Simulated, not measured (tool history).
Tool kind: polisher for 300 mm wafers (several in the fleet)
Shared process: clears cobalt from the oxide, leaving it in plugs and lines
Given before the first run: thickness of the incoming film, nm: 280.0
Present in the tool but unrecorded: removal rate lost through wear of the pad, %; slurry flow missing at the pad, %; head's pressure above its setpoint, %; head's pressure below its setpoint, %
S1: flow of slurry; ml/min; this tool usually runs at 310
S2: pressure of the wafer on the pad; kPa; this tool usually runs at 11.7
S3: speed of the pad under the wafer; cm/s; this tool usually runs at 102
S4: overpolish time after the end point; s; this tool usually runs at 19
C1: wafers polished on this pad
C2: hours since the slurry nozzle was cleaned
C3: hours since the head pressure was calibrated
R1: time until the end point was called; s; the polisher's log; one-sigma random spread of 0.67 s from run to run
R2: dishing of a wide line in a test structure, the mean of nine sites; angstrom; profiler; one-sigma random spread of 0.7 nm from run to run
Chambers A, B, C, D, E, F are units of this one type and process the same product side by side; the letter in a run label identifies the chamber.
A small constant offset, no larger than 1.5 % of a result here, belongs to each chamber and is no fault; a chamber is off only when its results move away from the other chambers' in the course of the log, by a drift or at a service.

Run 1C, hour 9.7: usual settings; C1 95; C2 90.1; C3 267.8. Result: R1 67.629 s, R2 497.72 angstrom.
At hour 12.2: chamber E: worn pad replaced by a new one.
Run 2F, hour 16.9: usual settings; C1 410; C2 160.9; C3 1136. Result: R1 67.37 s, R2 492.16 angstrom.
At hour 20: chamber A: worn pad replaced by a new one.
Run 3B, hour 30.7: usual settings; C1 303; C2 48.2; C3 287.2. Result: R1 67.287 s, R2 490.62 angstrom.
Run 4D, hour 39.5: usual settings; C1 1118; C2 368.7; C3 372.1. Result: R1 66.306 s, R2 497.01 angstrom.
Run 5A, hour 46.5: usual settings; C1 164; C2 102.1; C3 540.1. Result: R1 67.829 s, R2 480.71 angstrom.
Run 6E, hour 55: usual settings; C1 265; C2 165.9; C3 661. Result: R1 68.356 s, R2 493.84 angstrom.
At hour 62.6: chamber F: worn pad replaced by a new one.
Run 7E, hour 64.7: usual settings; C1 325; C2 175.6; C3 670.7. Result: R1 67.926 s, R2 486.17 angstrom.
Run 8A, hour 72.9: usual settings; C1 328; C2 128.5; C3 566.5. Result: R1 67.365 s, R2 489.44 angstrom.
At hour 78.4: chamber B: worn pad replaced by a new one.
Run 9B, hour 82.4: usual settings; C1 24; C2 99.9; C3 338.9. Result: R1 68.839 s, R2 487.57 angstrom.
Run 10C, hour 96.3: usual settings; C1 632; C2 176.7; C3 354.4. Result: R1 68.012 s, R2 495.8 angstrom.
At hour 100: chamber F: slurry nozzle cleaned.
At hour 100.2: chamber F: head pressure recalibrated.
At hour 102.3: chamber D: worn pad replaced by a new one.
Run 11F, hour 103.5: usual settings; C1 253; C2 3.5; C3 3.3. Result: R1 67.168 s, R2 492.43 angstrom.
Run 12D, hour 117.8: usual settings; C1 96; C2 447; C3 450.4. Result: R1 66.113 s, R2 508.99 angstrom.
Run 13B, hour 128: usual settings; C1 307; C2 145.5; C3 384.5. Result: R1 68.241 s, R2 501.28 angstrom.
Run 14C, hour 139.1: usual settings; C1 898; C2 219.5; C3 397.2. Result: R1 66.866 s, R2 489.76 angstrom.
Run 15D, hour 146.7: usual settings; C1 275; C2 475.9; C3 479.3. Result: R1 66.894 s, R2 488.57 angstrom.
Run 16E, hour 153: usual settings; C1 873; C2 263.9; C3 759. Result: R1 67.829 s, R2 485.68 angstrom.
Run 17A, hour 163.2: usual settings but S1 375 ml/min, S3 82 cm/s; C1 887; C2 218.8; C3 656.8. Result: R1 84.532 s, R2 434.42 angstrom.
At hour 172.9: chamber C: worn pad replaced by a new one.
Run 18F, hour 173: usual settings but S1 375 ml/min, S3 82 cm/s; C1 684; C2 73; C3 72.8. Result: R1 81.145 s, R2 430.13 angstrom.
At hour 173.2: chamber B: worn pad replaced by a new one.
At hour 175.6: chamber E: slurry nozzle cleaned.
At hour 178.5: chamber D: slurry nozzle cleaned.
Run 19B, hour 179.3: usual settings but S1 375 ml/min, S3 82 cm/s; C1 38; C2 196.8; C3 435.8. Result: R1 83.537 s, R2 441.42 angstrom.
Run 20C, hour 187: usual settings but S1 375 ml/min, S3 82 cm/s; C1 87; C2 267.4; C3 445.1. Result: R1 82.584 s, R2 438.32 angstrom.
At hour 192.2: chamber A: worn pad replaced by a new one.
At hour 192.4: chamber C: head pressure recalibrated.
At hour 195.2: chamber F: worn pad replaced by a new one.
Run 21A, hour 198.6: usual settings but S1 375 ml/min, S3 82 cm/s; C1 40; C2 254.2; C3 692.2. Result: R1 83.996 s, R2 427.66 angstrom.
Run 22E, hour 204.9: usual settings but S1 375 ml/min, S3 82 cm/s; C1 1195; C2 29.4; C3 810.9. Result: R1 81.885 s, R2 447.55 angstrom.
Run 23F, hour 218.4: usual settings; C1 143; C2 118.4; C3 118.2. Result: R1 67.403 s, R2 494.8 angstrom.
At hour 221.7: chamber E: worn pad replaced by a new one.
Run 24D, hour 229.4: usual settings but S1 210 ml/min; C1 788; C2 51; C3 562. Result: R1 70.494 s, R2 482.85 angstrom.
Run 25B, hour 237.6: usual settings but S1 210 ml/min; C1 399; C2 255.1; C3 494.1. Result: R1 70.568 s, R2 495.44 angstrom.
Run 26E, hour 244.1: usual settings but S1 210 ml/min; C1 139; C2 68.6; C3 850.1. Result: R1 70.48 s, R2 485.63 angstrom.
Run 27F, hour 254.1: usual settings but S1 210 ml/min; C1 365; C2 154.1; C3 153.9. Result: R1 69.802 s, R2 491.5 angstrom.
Run 28A, hour 262.9: usual settings but S1 210 ml/min; C1 438; C2 318.5; C3 756.5. Result: R1 70.714 s, R2 479.15 angstrom.
Run 29D, hour 277.2: usual settings but S1 210 ml/min; C1 1084; C2 98.8; C3 609.8. Result: R1 70.827 s, R2 474.16 angstrom.
At hour 283.3: chamber B: worn pad replaced by a new one.
Run 30C, hour 284.8: usual settings; C1 694; C2 365.2; C3 92.4. Result: R1 66.232 s, R2 502.38 angstrom.
Run 31F, hour 299: usual settings but S3 124 cm/s, S4 28 s; C1 643; C2 199; C3 198.8. Result: R1 54.748 s, R2 652.64 angstrom.
At hour 303.9: chamber A: slurry nozzle cleaned.
Run 32A, hour 306.1: usual settings but S3 124 cm/s, S4 28 s; C1 706; C2 2.2; C3 799.7. Result: R1 56.463 s, R2 631.62 angstrom.
At hour 309.9: chamber D: worn pad replaced by a new one.
Run 33D, hour 318.5: usual settings but S3 124 cm/s, S4 28 s; C1 53; C2 140.1; C3 651.1. Result: R1 55.928 s, R2 641.32 angstrom.
Run 34B, hour 325.9: usual settings but S3 124 cm/s, S4 28 s; C1 264; C2 343.4; C3 582.4. Result: R1 55.325 s, R2 651.18 angstrom.
At hour 333.3: chamber F: worn pad replaced by a new one.
Run 35E, hour 336.9: usual settings but S3 124 cm/s, S4 28 s; C1 714; C2 161.4; C3 942.9. Result: R1 56.325 s, R2 672.06 angstrom.
At hour 350.4: chamber A: head pressure recalibrated.
Run 36C, hour 350.9: usual settings but S3 124 cm/s, S4 28 s; C1 1103; C2 431.3; C3 158.5. Result: R1 55.499 s, R2 643.45 angstrom.
Run 37A, hour 359.6: usual settings; C1 1038; C2 55.7; C3 9.2. Result: R1 68.112 s, R2 493.63 angstrom.
Run 38C, hour 366.4: usual settings; C1 1200; C2 446.8; C3 174. Result: R1 67.49 s, R2 500.04 angstrom.
Run 39F, hour 376: usual settings; C1 264; C2 276; C3 275.8. Result: R1 67.861 s, R2 499.85 angstrom.

All 6 chambers run these settings next. Forecast each chamber's results:
Run 40A, hour 386.4: usual settings but S1 265 ml/min. Result: R1 ?, R2 ?.
Run 40B, hour 386.4: usual settings but S1 265 ml/min. Result: R1 ?, R2 ?.
Run 40C, hour 386.4: usual settings but S1 265 ml/min. Result: R1 ?, R2 ?.
Run 40D, hour 386.4: usual settings but S1 265 ml/min. Result: R1 ?, R2 ?.
Run 40E, hour 386.4: usual settings but S1 265 ml/min. Result: R1 ?, R2 ?.
Run 40F, hour 386.4: usual settings but S1 265 ml/min. Result: R1 ?, R2 ?.

run      R1      R2
40A  68.646  493.42
40B  67.853  491.84
40C  68.396  488.91
40D  67.503  502.23
40E  68.915  491.82
40F  68.793  493.45
